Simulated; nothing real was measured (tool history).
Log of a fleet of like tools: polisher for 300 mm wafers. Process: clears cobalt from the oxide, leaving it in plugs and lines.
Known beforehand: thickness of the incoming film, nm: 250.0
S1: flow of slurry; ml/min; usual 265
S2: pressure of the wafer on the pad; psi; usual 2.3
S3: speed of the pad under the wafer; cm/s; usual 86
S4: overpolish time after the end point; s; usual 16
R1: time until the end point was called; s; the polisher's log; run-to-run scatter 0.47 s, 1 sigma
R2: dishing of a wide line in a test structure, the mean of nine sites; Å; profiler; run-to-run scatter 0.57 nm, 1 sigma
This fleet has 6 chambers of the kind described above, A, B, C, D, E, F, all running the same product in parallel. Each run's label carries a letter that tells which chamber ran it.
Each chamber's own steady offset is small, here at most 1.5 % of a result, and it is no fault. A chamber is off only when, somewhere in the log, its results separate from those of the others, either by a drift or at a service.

run   hour   S1   S2   S3  S4      R1      R2
 1A   15.2  265  2.3   86  16  54.992  339.65
      21.7  -- chamber C: worn pad replaced by a new one
      23.5  -- chamber A: worn pad replaced by a new one
 2C   24.8  265  2.3   86  16  54.552  335.88
      26.3  -- chamber D: worn pad replaced by a new one
      28.4  -- chamber F: head pressure recalibrated
      36.5  -- chamber F: worn pad replaced by a new one
      39.4  -- chamber E: worn pad replaced by a new one
 3D   39.8  265  2.3   86  16  53.569  338.23
 4F   47.2  265  2.3   86  16  53.508  346.54
      52.7  -- chamber B: worn pad replaced by a new one
 5E   60.1  265  2.3   86  16  53.353  328.98
 6B   75.5  265  2.3   86  16  53.605  340.91
      75.7  -- chamber E: slurry nozzle cleaned
 7C   86.9  265  2.3   86  16  53.336  341.21
 8F    103  265  2.3   86  16  54.571  345.14
     105.6  -- chamber A: slurry nozzle cleaned
 9A  113.2  195  2.3   86  21  55.775  367.19
     115.9  -- chamber F: slurry nozzle cleaned
     120.1  -- chamber A: worn pad replaced by a new one
10E  121.1  195  2.3   86  21  55.019  362.76
11D    133  195  2.3   86  21  55.703  364.22
     138.1  -- chamber D: worn pad replaced by a new one
12B    141  195  2.3   86  21  55.584  371.82
13A  151.6  195  2.3   86  21  56.409  369.64
     152.3  -- chamber B: worn pad replaced by a new one
     162.8  -- chamber A: head pressure recalibrated
14E  164.9  195  2.3   86  21   54.21  377.78
     167.6  -- chamber E: worn pad replaced by a new one
15F  173.7  265  2.3   86  16  53.715  336.43
     182.7  -- chamber F: worn pad replaced by a new one
     188.4  -- chamber C: slurry nozzle cleaned
16D  189.7  265  2.3   86  16  53.409  338.24
     192.9  -- chamber B: head pressure recalibrated
     199.6  -- chamber C: worn pad replaced by a new one
17C  201.7  265  2.3   86  16  53.289  346.09
     203.7  -- chamber A: worn pad replaced by a new one
18B  218.1  265  2.3  112  16  41.579  376.75
19B  232.9  265  2.3  112  16  41.726  377.66
20A  241.3  265  2.3  112  16  42.386  373.46
     245.8  -- chamber B: worn pad replaced by a new one
21C  249.9  265  2.3  112  16  40.558  364.93
22F  258.9  265  2.3  112  16  40.837  373.94
     268.3  -- chamber D: worn pad replaced by a new one
23D  274.3  265  2.3  112  16  41.238  381.49
     281.7  -- chamber A: worn pad replaced by a new one
24E  284.6  265  2.3   86  16  53.763  345.81
25B  292.2  265  2.3   86  16  54.334  338.91
       305  -- chamber E: worn pad replaced by a new one
26C    307  265  2.3   86  16  52.869  343.54
     311.4  -- chamber B: slurry nozzle cleaned
27A    320  265  2.3   86  16  54.662  345.77
28F  328.6  265  2.3   86  16  54.033   339.3
     333.8  -- chamber B: worn pad replaced by a new one
29D  339.6  265  2.3   86  16  54.274  339.01
     344.3  -- chamber F: worn pad replaced by a new one
30E  347.2  265  2.3   86  16  53.873  351.74
     347.6  -- chamber C: worn pad replaced by a new one
31B  356.6  265  2.3   86  16  55.024  350.84
32C  369.4  265  2.3   86  16  53.128   342.4
     372.2  -- chamber E: slurry nozzle cleaned
     375.1  -- chamber D: worn pad replaced by a new one
33A  380.6  325  2.3   86  16  53.806  343.62
     381.9  -- chamber A: worn pad replaced by a new one
34F  394.3  325  2.3   86  16   52.88  346.63
35E  409.1  325  2.3   86  16  51.937  350.46
     415.7  -- chamber A: slurry nozzle cleaned
36D  421.4  325  2.3   86  16  53.189  355.55
     425.2  -- chamber B: worn pad replaced by a new one
37A  430.3  325  2.3   86  16  53.297  359.13
38B  441.3  325  2.3   86  16   53.07  345.02

One chamber off, gauge drift, or nothing amiss beyond the chambers' own small offsets? If it is a chamber, which one, and what is the likeliest cause?

No chamber stands off beyond its own small offset, and the gauge holds steady.
